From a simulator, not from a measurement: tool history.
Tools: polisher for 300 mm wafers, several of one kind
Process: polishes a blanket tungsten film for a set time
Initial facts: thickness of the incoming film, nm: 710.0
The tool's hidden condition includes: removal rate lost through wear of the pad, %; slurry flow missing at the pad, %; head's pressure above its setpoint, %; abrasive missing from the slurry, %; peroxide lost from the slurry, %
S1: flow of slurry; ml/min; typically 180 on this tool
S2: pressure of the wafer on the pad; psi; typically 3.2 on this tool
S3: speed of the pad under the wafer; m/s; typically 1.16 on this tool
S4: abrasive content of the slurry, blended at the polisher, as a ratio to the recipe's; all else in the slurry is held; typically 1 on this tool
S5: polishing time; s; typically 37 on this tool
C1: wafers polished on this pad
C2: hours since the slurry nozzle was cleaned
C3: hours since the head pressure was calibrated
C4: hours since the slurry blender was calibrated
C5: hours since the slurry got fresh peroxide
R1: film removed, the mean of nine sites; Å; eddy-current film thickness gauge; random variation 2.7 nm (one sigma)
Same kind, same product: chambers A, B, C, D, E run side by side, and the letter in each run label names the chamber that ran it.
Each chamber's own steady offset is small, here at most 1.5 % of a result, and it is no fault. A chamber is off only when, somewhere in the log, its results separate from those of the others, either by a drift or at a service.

| run | day | S1 | S2 | S3 | S4 | S5 | C1 | C2 | C3 | C4 | C5 | R1 |
|---|---|---|---|---|---|---|---|---|---|---|---|---|
|  | 0.012 | chamber A: slurry nozzle cleaned |
|  | 0.083 | chamber B: slurry blender recalibrated |
|  | 0.146 | chamber A: worn pad replaced by a new one |
|  | 0.317 | chamber D: slurry tank refilled with fresh slurry and peroxide |
| 1D | 0.367 | 180 | 3.2 | 1.16 | 1 | 37 | 334 | 343 | 653.2 | 112.6 | 1.3 | 1822.2 |
|  | 0.538 | chamber D: slurry blender recalibrated |
|  | 0.788 | chamber C: worn pad replaced by a new one |
| 2B | 0.792 | 180 | 3.2 | 1.16 | 1 | 37 | 195 | 158.1 | 271.7 | 17.1 | 45.7 | 1810.2 |
|  | 1.054 | chamber B: head pressure recalibrated |
| 3A | 1.058 | 180 | 3.2 | 1.16 | 1 | 37 | 207 | 25.2 | 55.3 | 124.7 | 91.3 | 1855.6 |
| 4C | 1.504 | 180 | 3.2 | 1.16 | 1 | 37 | 162 | 401.7 | 552.1 | 52 | 39.5 | 1799.4 |
| 5E | 1.921 | 180 | 3.2 | 1.16 | 1 | 37 | 819 | 278.1 | 326 | 125.1 | 47.4 | 1810 |
| 6B | 2.325 | 180 | 3.2 | 1.16 | 1 | 37 | 543 | 194.9 | 30.6 | 53.9 | 82.5 | 1788.3 |
| 7C | 2.558 | 180 | 3.2 | 1.16 | 1 | 37 | 402 | 427 | 577.4 | 77.3 | 64.8 | 1827.9 |
|  | 2.85 | chamber D: worn pad replaced by a new one |
| 8A | 2.942 | 145 | 4 | 1.16 | 1 | 37 | 634 | 70.4 | 100.5 | 169.9 | 136.5 | 2139.7 |
|  | 3.138 | chamber A: slurry tank refilled with fresh slurry and peroxide |
|  | 3.271 | chamber B: worn pad replaced by a new one |
| 9D | 3.312 | 145 | 4 | 1.16 | 1 | 37 | 105 | 413.7 | 723.9 | 66.7 | 72 | 2168.4 |
|  | 3.333 | chamber D: slurry tank refilled with fresh slurry and peroxide |
|  | 3.396 | chamber C: slurry tank refilled with fresh slurry and peroxide |
|  | 3.504 | chamber E: slurry blender recalibrated |
| 10E | 3.729 | 145 | 4 | 1.16 | 1 | 37 | 1229 | 321.5 | 369.4 | 5.5 | 90.8 | 2210.8 |
| 11C | 4.188 | 145 | 4 | 1.16 | 1 | 37 | 771 | 466.1 | 616.5 | 116.4 | 19.1 | 2186.7 |
|  | 4.271 | chamber E: worn pad replaced by a new one |
|  | 4.292 | chamber A: worn pad replaced by a new one |
| 12B | 4.683 | 145 | 4 | 1.16 | 1 | 37 | 320 | 251.5 | 87.2 | 110.5 | 139.1 | 2070.7 |
| 13E | 5.054 | 180 | 3.2 | 1.16 | 1 | 37 | 178 | 353.3 | 401.2 | 37.3 | 122.6 | 1897.3 |
|  | 5.492 | chamber A: slurry blender recalibrated |
| 14D | 5.562 | 180 | 3.2 | 1.16 | 1 | 37 | 615 | 467.7 | 777.9 | 120.7 | 53.6 | 1804.5 |
| 15A | 5.808 | 180 | 3.2 | 1.16 | 1 | 37 | 344 | 139.2 | 169.3 | 7.6 | 64.2 | 1777.4 |
|  | 5.867 | chamber D: slurry tank refilled with fresh slurry and peroxide |
|  | 5.95 | chamber E: slurry nozzle cleaned |
|  | 6.233 | chamber C: worn pad replaced by a new one |
| 16D | 6.254 | 180 | 3.2 | 1.5 | 1 | 37 | 772 | 484.3 | 794.5 | 137.3 | 9.3 | 2348 |
|  | 6.4 | chamber D: head pressure recalibrated |
|  | 6.454 | chamber C: head pressure recalibrated |
|  | 6.529 | chamber C: slurry tank refilled with fresh slurry and peroxide |
|  | 6.575 | chamber D: worn pad replaced by a new one |
|  | 6.683 | chamber D: slurry blender recalibrated |
| 17C | 6.742 | 180 | 3.2 | 1.5 | 1 | 37 | 116 | 527.4 | 7 | 177.7 | 5.2 | 2397.9 |
|  | 7.038 | chamber E: slurry tank refilled with fresh slurry and peroxide |
|  | 7.2 | chamber B: worn pad replaced by a new one |
| 18A | 7.25 | 180 | 3.2 | 1.5 | 1 | 37 | 671 | 173.8 | 203.9 | 42.2 | 98.8 | 2337.3 |
| 19E | 7.575 | 180 | 3.2 | 1.5 | 1 | 37 | 749 | 39 | 461.7 | 97.8 | 13 | 2312.1 |
|  | 7.683 | chamber C: slurry blender recalibrated |
| 20B | 7.967 | 180 | 3.2 | 1.5 | 1 | 37 | 174 | 330.3 | 166 | 189.3 | 217.9 | 2136.2 |
|  | 8.204 | chamber A: slurry tank refilled with fresh slurry and peroxide |
|  | 8.308 | chamber A: worn pad replaced by a new one |
|  | 8.425 | chamber D: slurry tank refilled with fresh slurry and peroxide |
| 21B | 8.475 | 180 | 3.2 | 1.16 | 1 | 37 | 289 | 342.5 | 178.2 | 201.5 | 230.1 | 1620.9 |
| 22E | 8.733 | 180 | 3.2 | 1.16 | 1 | 37 | 1012 | 66.8 | 489.5 | 125.6 | 40.8 | 1809.4 |
|  | 8.929 | chamber E: worn pad replaced by a new one |
| 23A | 9.138 | 150 | 3.2 | 1.16 | 1 | 37 | 188 | 219.1 | 249.2 | 87.5 | 22.5 | 1761.1 |
| 24D | 9.55 | 150 | 3.2 | 1.16 | 1 | 37 | 675 | 563.4 | 75.6 | 68.8 | 27 | 1823 |
| 25C | 9.95 | 150 | 3.2 | 1.16 | 1 | 37 | 843 | 604.4 | 84 | 54.5 | 82.2 | 1749.7 |
|  | 10.375 | chamber E: slurry blender recalibrated |
| 26D | 10.383 | 150 | 3.2 | 1.16 | 1 | 37 | 864 | 583.4 | 95.6 | 88.8 | 47 | 1764.8 |
| 27A | 10.675 | 150 | 3.2 | 1.16 | 1 | 37 | 537 | 256 | 286.1 | 124.4 | 59.4 | 1729.3 |
|  | 10.679 | chamber C: slurry tank refilled with fresh slurry and peroxide |
|  | 10.858 | chamber D: worn pad replaced by a new one |
| 28C | 10.908 | 180 | 3.2 | 1.16 | 1 | 37 | 1061 | 627.4 | 107 | 77.5 | 5.6 | 1832.6 |
|  | 11.1 | chamber C: worn pad replaced by a new one |
| 29E | 11.171 | 180 | 3.2 | 1.16 | 1 | 37 | 509 | 125.3 | 548 | 19.2 | 99.3 | 1779 |
|  | 11.258 | chamber D: slurry tank refilled with fresh slurry and peroxide |
|  | 11.388 | chamber B: worn pad replaced by a new one |
| 30B | 11.604 | 180 | 3.2 | 1.16 | 1 | 37 | 49 | 417.6 | 253.3 | 276.6 | 305.2 | 1528.9 |
| 31B | 11.921 | 180 | 3.2 | 1.16 | 1 | 37 | 121 | 425.2 | 260.9 | 284.2 | 312.8 | 1556.8 |
|  | 11.942 | chamber A: worn pad replaced by a new one |
|  | 11.988 | chamber A: slurry nozzle cleaned |
| 32C | 12.429 | 180 | 3.2 | 1.16 | 1 | 37 | 301 | 663.9 | 143.5 | 114 | 42.1 | 1767.3 |
|  | 12.567 | chamber D: slurry nozzle cleaned |
|  | 12.746 | chamber D: slurry blender recalibrated |
| 33D | 12.942 | 180 | 3.2 | 1.16 | 1 | 37 | 472 | 9 | 157 | 4.7 | 40.4 | 1804.3 |
|  | 13.138 | chamber A: slurry tank refilled with fresh slurry and peroxide |
| 34E | 13.308 | 180 | 3.2 | 1.16 | 1 | 37 | 994 | 176.6 | 599.3 | 70.5 | 150.6 | 1815 |
| 35A | 13.721 | 180 | 3.2 | 1.16 | 1 | 37 | 403 | 41.7 | 359.2 | 197.5 | 14.1 | 1830.7 |

Predict what each chamber gives when all 5 of them run the settings below next.
| 36A | 14.096 | 140 | 3.2 | 1.16 | 1 | 37 |  |  |  |  |  | ? |
| 36B | 14.096 | 140 | 3.2 | 1.16 | 1 | 37 |  |  |  |  |  | ? |
| 36C | 14.096 | 140 | 3.2 | 1.16 | 1 | 37 |  |  |  |  |  | ? |
| 36D | 14.096 | 140 | 3.2 | 1.16 | 1 | 37 |  |  |  |  |  | ? |
| 36E | 14.096 | 140 | 3.2 | 1.16 | 1 | 37 |  |  |  |  |  | ? |

| run | R1 |
|---|---|
| 36A | 1723.8 |
| 36B | 1395.7 |
| 36C | 1742 |
| 36D | 1743.4 |
| 36E | 1717.4 |
